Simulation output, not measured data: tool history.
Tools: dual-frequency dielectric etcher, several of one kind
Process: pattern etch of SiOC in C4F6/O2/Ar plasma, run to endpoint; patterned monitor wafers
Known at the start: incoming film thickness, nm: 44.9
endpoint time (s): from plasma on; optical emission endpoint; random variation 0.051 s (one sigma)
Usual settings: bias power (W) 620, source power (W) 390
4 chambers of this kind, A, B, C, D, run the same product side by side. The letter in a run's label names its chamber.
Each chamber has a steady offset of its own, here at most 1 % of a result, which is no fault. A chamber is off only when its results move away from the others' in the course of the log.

run 1A hour=3.7 | bias_power_(W)=620 source_power_(W)=390 | endpoint_time_(s)=14.146
run 2B hour=10 | bias_power_(W)=620 source_power_(W)=390 | endpoint_time_(s)=14.209
run 3C hour=16.2 | bias_power_(W)=620 source_power_(W)=390 | endpoint_time_(s)=13.943
run 4D hour=19.9 | bias_power_(W)=620 source_power_(W)=390 | endpoint_time_(s)=14.173
run 5B hour=23.7 | bias_power_(W)=620 source_power_(W)=390 | endpoint_time_(s)=14.153
run 6A hour=29 | bias_power_(W)=620 source_power_(W)=390 | endpoint_time_(s)=13.94
run 7C hour=32.8 | bias_power_(W)=620 source_power_(W)=390 | endpoint_time_(s)=13.94
run 8D hour=39 | bias_power_(W)=620 source_power_(W)=390 | endpoint_time_(s)=14.172
run 9C hour=42.3 | bias_power_(W)=620 source_power_(W)=390 | endpoint_time_(s)=14.042
run 10B hour=48.5 | bias_power_(W)=620 source_power_(W)=390 | endpoint_time_(s)=14.186
run 11A hour=53 | bias_power_(W)=620 source_power_(W)=390 | endpoint_time_(s)=14.092
run 12D hour=56.8 | bias_power_(W)=620 source_power_(W)=390 | endpoint_time_(s)=14.29
run 13A hour=62.3 | bias_power_(W)=620 source_power_(W)=390 | endpoint_time_(s)=14.002
run 14B hour=68 | bias_power_(W)=620 source_power_(W)=390 | endpoint_time_(s)=14.19
run 15C hour=73.3 | bias_power_(W)=563 source_power_(W)=350 | endpoint_time_(s)=15.061
run 16D hour=79.9 | bias_power_(W)=563 source_power_(W)=350 | endpoint_time_(s)=15.376
run 17C hour=85.9 | bias_power_(W)=563 source_power_(W)=350 | endpoint_time_(s)=15.027
run 18D hour=89.5 | bias_power_(W)=563 source_power_(W)=350 | endpoint_time_(s)=15.328
run 19A hour=94.7 | bias_power_(W)=620 source_power_(W)=390 | endpoint_time_(s)=14.112
run 20B hour=100.4 | bias_power_(W)=620 source_power_(W)=390 | endpoint_time_(s)=14.124
run 21A hour=105.2 | bias_power_(W)=620 source_power_(W)=390 | endpoint_time_(s)=13.949
run 22D hour=112.4 | bias_power_(W)=620 source_power_(W)=390 | endpoint_time_(s)=14.185
run 23B hour=118 | bias_power_(W)=620 source_power_(W)=390 | endpoint_time_(s)=14.199
run 24C hour=123.6 | bias_power_(W)=620 source_power_(W)=390 | endpoint_time_(s)=13.91
run 25D hour=127.3 | bias_power_(W)=620 source_power_(W)=390 | endpoint_time_(s)=14.178
run 26C hour=133 | bias_power_(W)=620 source_power_(W)=390 | endpoint_time_(s)=13.872
run 27B hour=138.1 | bias_power_(W)=761 source_power_(W)=340 | endpoint_time_(s)=13.684
run 28A hour=144 | bias_power_(W)=761 source_power_(W)=340 | endpoint_time_(s)=13.61
run 29D hour=151.4 | bias_power_(W)=761 source_power_(W)=340 | endpoint_time_(s)=13.876
run 30B hour=158.4 | bias_power_(W)=761 source_power_(W)=340 | endpoint_time_(s)=13.696
run 31A hour=166.1 | bias_power_(W)=620 source_power_(W)=390 | endpoint_time_(s)=14.071
run 32C hour=169.7 | bias_power_(W)=620 source_power_(W)=390 | endpoint_time_(s)=13.709

Is one chamber off against the others, does the gauge drift, or is nothing wrong? If a chamber is off, say which, and what the likeliest cause is.

Chamber C drifts away from the others.
Cause: etch rate over this chamber's usual, % = 2.52.

Here are 4 candidates for chamber C's next run, each the usual settings with a change, their results left as question marks. Which one brings its results back in line with what the others give on the usual settings?
In line means no further than this from the other chambers' mean on the usual settings: endpoint time (s) 0.18
run 33C-1 hour=175.2 | bias_power_(W)=533 source_power_(W)=390 | endpoint_time_(s)=?
run 33C-2 hour=175.2 | bias_power_(W)=670 source_power_(W)=390 | endpoint_time_(s)=?
run 33C-3 hour=175.2 | bias_power_(W)=570 source_power_(W)=390 | endpoint_time_(s)=?
run 33C-4 hour=175.2 | bias_power_(W)=620 source_power_(W)=450 | endpoint_time_(s)=?

The other chambers' mean on the usual settings: endpoint time (s) 14.13
run=33C-1 endpoint_time_(s)=14.532
run=33C-2 endpoint_time_(s)=13.295
run=33C-3 endpoint_time_(s)=14.161
run=33C-4 endpoint_time_(s)=13.017
33C-3 brings the chamber back in line.
